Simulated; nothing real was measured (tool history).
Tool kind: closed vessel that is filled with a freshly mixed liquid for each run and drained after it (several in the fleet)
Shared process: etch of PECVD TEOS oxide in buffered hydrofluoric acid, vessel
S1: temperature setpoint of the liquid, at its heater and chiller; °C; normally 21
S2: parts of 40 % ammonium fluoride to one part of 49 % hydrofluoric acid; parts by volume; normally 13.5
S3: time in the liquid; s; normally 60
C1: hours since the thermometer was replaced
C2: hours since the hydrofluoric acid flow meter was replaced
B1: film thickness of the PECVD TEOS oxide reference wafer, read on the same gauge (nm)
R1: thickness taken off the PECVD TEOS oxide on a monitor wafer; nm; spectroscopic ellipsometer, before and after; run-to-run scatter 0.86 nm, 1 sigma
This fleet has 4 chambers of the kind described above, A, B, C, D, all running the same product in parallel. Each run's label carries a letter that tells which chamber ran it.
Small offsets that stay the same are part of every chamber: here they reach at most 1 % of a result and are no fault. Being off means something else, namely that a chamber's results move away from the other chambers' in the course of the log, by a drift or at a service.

run     day    S1    S2  S3      C1      C2      B1      R1
 1C   0.438    21  13.5  60   572.7   122.9  90.005  97.038
 2D   1.004    21  13.5  60   916.2  1177.6  90.035   97.01
 3B   1.467    21  13.5  60  2342.3   807.1  90.006  95.137
 4A   1.875    21  13.5  60   284.3   973.5  89.999  95.034
      2.212  -- chamber D: hydrofluoric acid flow meter replaced
 5D   2.521  19.5  13.5  60   952.6     7.5  89.986  90.668
 6B    2.85  19.5  13.5  60  2375.5   840.3  90.005  88.942
 7C   3.233  19.5  13.5  60   639.8     190  90.008  88.033
 8A   3.717  19.5  13.5  60   328.5  1017.7   89.97  86.715
 9B   4.375    21  13.5  60  2412.1   876.9   90.02  95.698
10C   4.888    21  13.5  60   679.5   229.7  89.988  96.918
      4.904  -- chamber B: hydrofluoric acid flow meter replaced
11A   5.208    21  13.5  60   364.3  1053.5  90.028  95.408
12D   5.742    21  13.5  60  1029.9    84.8   89.98   95.71
13C   6.046    21  13.5  60   707.3   257.5  90.011   95.53
14D   6.446    21  13.5  60  1046.8   101.7  89.979  95.397
15B   6.888    21  13.5  60  2472.4    47.7  90.006  96.886
16A   7.296  19.5  13.5  60   414.4  1103.6  90.028  89.026
17A    7.75  19.5  13.5  60   425.3  1114.5  90.014  89.121
18D     8.1  19.5  13.5  60  1086.5   141.4  90.022   88.64
19C   8.783  19.5  13.5  60     773   323.2  89.999  88.797
20B   9.438    21  13.5  60  2533.6   108.9  90.002  95.101
21D  10.021    21  13.5  60  1132.6   187.5  90.006   97.23
22C  10.683    21  13.5  60   818.6   368.8  89.973  95.979
23B  11.133    21  13.5  60  2574.3   149.6  90.003  94.446
24A  11.592    21  13.5  30   517.5  1206.7  90.022  48.212
25B  12.004    21  13.5  30  2595.2   170.5  90.005  47.601

Next, every chamber runs the same settings. What will each give?
26A  12.492  21  13.5  40               ?
26B  12.492  21  13.5  40               ?
26C  12.492  21  13.5  40               ?
26D  12.492  21  13.5  40               ?

run      R1
26A  62.606
26B  64.904
26C   64.57
26D  65.039
